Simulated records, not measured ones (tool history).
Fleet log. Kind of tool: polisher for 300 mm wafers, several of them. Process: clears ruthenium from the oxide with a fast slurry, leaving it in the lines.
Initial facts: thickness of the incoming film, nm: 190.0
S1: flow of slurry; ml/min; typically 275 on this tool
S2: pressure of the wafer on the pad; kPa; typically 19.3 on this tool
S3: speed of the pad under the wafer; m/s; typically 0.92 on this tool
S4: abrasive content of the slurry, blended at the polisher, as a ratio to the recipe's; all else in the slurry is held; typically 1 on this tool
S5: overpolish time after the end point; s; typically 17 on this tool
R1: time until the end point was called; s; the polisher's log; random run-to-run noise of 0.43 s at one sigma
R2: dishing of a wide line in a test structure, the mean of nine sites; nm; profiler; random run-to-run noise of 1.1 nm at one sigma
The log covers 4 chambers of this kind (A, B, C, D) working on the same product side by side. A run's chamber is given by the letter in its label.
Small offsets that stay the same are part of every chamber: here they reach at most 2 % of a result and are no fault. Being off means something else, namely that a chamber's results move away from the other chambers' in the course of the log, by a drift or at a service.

{"run": "1C", "hour": 7.6, "S1": 275, "S2": 19.3, "S3": 0.92, "S4": 1, "S5": 17, "R1": 43.58, "R2": 58.51}
{"run": "2D", "hour": 14.1, "S1": 275, "S2": 19.3, "S3": 0.92, "S4": 1, "S5": 17, "R1": 41.809, "R2": 60.378}
{"run": "3A", "hour": 19.6, "S1": 275, "S2": 19.3, "S3": 0.92, "S4": 1, "S5": 17, "R1": 42.623, "R2": 58.306}
{"run": "4B", "hour": 23.6, "S1": 275, "S2": 19.3, "S3": 0.92, "S4": 1, "S5": 17, "R1": 42.225, "R2": 60.233}
{"run": "5A", "hour": 27.3, "S1": 275, "S2": 19.3, "S3": 0.92, "S4": 1, "S5": 17, "R1": 42.051, "R2": 61.612}
{"hour": 31.5, "done": "chamber A: worn pad replaced by a new one"}
{"run": "6C", "hour": 32.5, "S1": 275, "S2": 19.3, "S3": 0.92, "S4": 1, "S5": 17, "R1": 44.066, "R2": 62.46}
{"run": "7B", "hour": 37.0, "S1": 275, "S2": 19.3, "S3": 0.92, "S4": 1, "S5": 17, "R1": 42.175, "R2": 60.052}
{"run": "8D", "hour": 40.7, "S1": 275, "S2": 19.3, "S3": 0.92, "S4": 1, "S5": 17, "R1": 42.32, "R2": 60.923}
{"hour": 44.2, "done": "chamber D: worn pad replaced by a new one"}
{"run": "9C", "hour": 46.4, "S1": 275, "S2": 19.3, "S3": 0.92, "S4": 1, "S5": 17, "R1": 43.469, "R2": 60.621}
{"run": "10A", "hour": 51.9, "S1": 275, "S2": 19.3, "S3": 0.92, "S4": 1, "S5": 17, "R1": 41.779, "R2": 61.807}
{"hour": 53.1, "done": "chamber C: worn pad replaced by a new one"}
{"run": "11B", "hour": 56.4, "S1": 185, "S2": 19.3, "S3": 0.92, "S4": 1, "S5": 17, "R1": 44.95, "R2": 57.677}
{"run": "12D", "hour": 63.1, "S1": 185, "S2": 19.3, "S3": 0.92, "S4": 1, "S5": 17, "R1": 43.983, "R2": 58.667}
{"hour": 63.6, "done": "chamber B: worn pad replaced by a new one"}
{"run": "13A", "hour": 68.7, "S1": 185, "S2": 19.3, "S3": 0.92, "S4": 1, "S5": 17, "R1": 44.12, "R2": 57}
{"run": "14D", "hour": 77.0, "S1": 185, "S2": 19.3, "S3": 0.92, "S4": 1, "S5": 17, "R1": 44.396, "R2": 59.505}
{"hour": 81.6, "done": "chamber C: slurry nozzle cleaned"}
{"hour": 84.3, "done": "chamber A: worn pad replaced by a new one"}
{"run": "15B", "hour": 84.6, "S1": 275, "S2": 19.3, "S3": 0.92, "S4": 1, "S5": 17, "R1": 42.843, "R2": 60.269}
{"run": "16C", "hour": 90.9, "S1": 275, "S2": 22.1, "S3": 0.92, "S4": 1, "S5": 17, "R1": 38.108, "R2": 68.41}
{"run": "17C", "hour": 96.1, "S1": 275, "S2": 22.1, "S3": 0.92, "S4": 1, "S5": 17, "R1": 37.915, "R2": 66.748}
{"run": "18B", "hour": 99.8, "S1": 275, "S2": 22.1, "S3": 0.92, "S4": 1, "S5": 17, "R1": 37.311, "R2": 69.14}
{"run": "19D", "hour": 105.2, "S1": 275, "S2": 22.1, "S3": 0.92, "S4": 1, "S5": 17, "R1": 37.807, "R2": 68.699}
{"run": "20A", "hour": 109.7, "S1": 275, "S2": 19.3, "S3": 0.92, "S4": 1, "S5": 17, "R1": 41.907, "R2": 62.849}
{"run": "21A", "hour": 114.8, "S1": 275, "S2": 19.3, "S3": 0.92, "S4": 1, "S5": 17, "R1": 42.04, "R2": 60.371}
{"hour": 115.5, "done": "chamber C: worn pad replaced by a new one"}
{"run": "22B", "hour": 119.1, "S1": 240, "S2": 19.3, "S3": 0.92, "S4": 1, "S5": 17, "R1": 43.056, "R2": 60.123}
{"run": "23C", "hour": 126.4, "S1": 240, "S2": 19.3, "S3": 0.92, "S4": 1, "S5": 17, "R1": 43.183, "R2": 58.425}
{"hour": 129.4, "done": "chamber B: worn pad replaced by a new one"}
{"hour": 132.9, "done": "chamber A: slurry blender recalibrated"}
{"run": "24D", "hour": 134.9, "S1": 240, "S2": 19.3, "S3": 0.92, "S4": 1, "S5": 17, "R1": 44.417, "R2": 57.944}
{"run": "25C", "hour": 142.2, "S1": 240, "S2": 19.3, "S3": 0.92, "S4": 1, "S5": 17, "R1": 44.186, "R2": 61.798}
{"hour": 143.6, "done": "chamber A: slurry nozzle cleaned"}
{"hour": 146.7, "done": "chamber A: worn pad replaced by a new one"}
{"run": "26D", "hour": 148.6, "S1": 275, "S2": 19.3, "S3": 0.92, "S4": 1, "S5": 17, "R1": 44.018, "R2": 58.853}
{"hour": 154.1, "done": "chamber D: worn pad replaced by a new one"}
{"hour": 154.9, "done": "chamber A: head pressure recalibrated"}
{"run": "27B", "hour": 156.0, "S1": 275, "S2": 19.3, "S3": 0.92, "S4": 1, "S5": 17, "R1": 42.173, "R2": 58.7}
{"run": "28A", "hour": 161.1, "S1": 275, "S2": 19.3, "S3": 0.92, "S4": 1, "S5": 17, "R1": 41.743, "R2": 60.428}
{"hour": 168.0, "done": "chamber C: head pressure recalibrated"}
{"run": "29A", "hour": 168.5, "S1": 275, "S2": 19.3, "S3": 0.92, "S4": 1, "S5": 17, "R1": 43.116, "R2": 61.118}
{"hour": 171.6, "done": "chamber C: slurry blender recalibrated"}
{"run": "30B", "hour": 172.1, "S1": 215, "S2": 19.3, "S3": 0.92, "S4": 0.9, "S5": 17, "R1": 46.149, "R2": 54.843}
{"hour": 172.5, "done": "chamber C: worn pad replaced by a new one"}
{"hour": 178.3, "done": "chamber B: slurry blender recalibrated"}
{"run": "31D", "hour": 180.0, "S1": 215, "S2": 19.3, "S3": 0.92, "S4": 0.9, "S5": 17, "R1": 48.39, "R2": 53.803}
{"run": "32C", "hour": 184.5, "S1": 215, "S2": 19.3, "S3": 0.92, "S4": 0.9, "S5": 17, "R1": 46.852, "R2": 56.358}
{"run": "33C", "hour": 189.4, "S1": 215, "S2": 19.3, "S3": 0.92, "S4": 0.9, "S5": 17, "R1": 46.723, "R2": 55.124}
{"hour": 192.4, "done": "chamber D: head pressure recalibrated"}
{"run": "34D", "hour": 194.8, "S1": 275, "S2": 19.3, "S3": 0.92, "S4": 1, "S5": 17, "R1": 45.377, "R2": 56.367}
{"hour": 198.6, "done": "chamber B: worn pad replaced by a new one"}
{"run": "35A", "hour": 202.2, "S1": 275, "S2": 19.3, "S3": 0.92, "S4": 1, "S5": 17, "R1": 41.922, "R2": 60.289}
{"run": "36B", "hour": 207.9, "S1": 275, "S2": 19.3, "S3": 0.92, "S4": 0.85, "S5": 17, "R1": 46.627, "R2": 55.813}
{"hour": 212.4, "done": "chamber D: slurry nozzle cleaned"}
{"run": "37D", "hour": 214.5, "S1": 275, "S2": 19.3, "S3": 0.92, "S4": 0.85, "S5": 17, "R1": 49.823, "R2": 52.947}
{"run": "38C", "hour": 218.2, "S1": 275, "S2": 19.3, "S3": 0.92, "S4": 0.85, "S5": 17, "R1": 47.718, "R2": 57.467}

What goes on in this fleet: one chamber off, a drifting gauge, or nothing beyond the chambers' own small offsets? Name the chamber and the cause, if any.

One chamber, D, drifts off from the rest bit by bit.
Likeliest cause: abrasive missing from the slurry, % = 17.7.

Which of the 4 candidates below, each the usual settings with something changed and its results left as question marks, puts chamber D back in line with what the other chambers give on the usual settings?
In line here means within this much of the mean the other chambers give on the usual settings: R1 1.5 s; R2 3.7 nm
{"run": "39D-1", "hour": 224.3, "S1": 275, "S2": 18.6, "S3": 0.88, "S4": 1, "S5": 17, "R1": "?", "R2": "?"}
{"run": "39D-2", "hour": 224.3, "S1": 275, "S2": 20, "S3": 0.96, "S4": 1, "S5": 17, "R1": "?", "R2": "?"}
{"run": "39D-3", "hour": 224.3, "S1": 275, "S2": 20.7, "S3": 0.98, "S4": 1, "S5": 17, "R1": "?", "R2": "?"}
{"run": "39D-4", "hour": 224.3, "S1": 275, "S2": 17.9, "S3": 0.86, "S4": 1, "S5": 17, "R1": "?", "R2": "?"}

Mean of the other chambers on the usual settings: R1 42.616 s; R2 60.515 nm
run=39D-1 R1=50.26 R2=52.492
run=39D-2 R1=42.915 R2=60.468
run=39D-3 R1=40.639 R2=63.453
run=39D-4 R1=53.405 R2=49.684
The right change is 39D-2: it brings the chamber back within the allowed miss of the others.
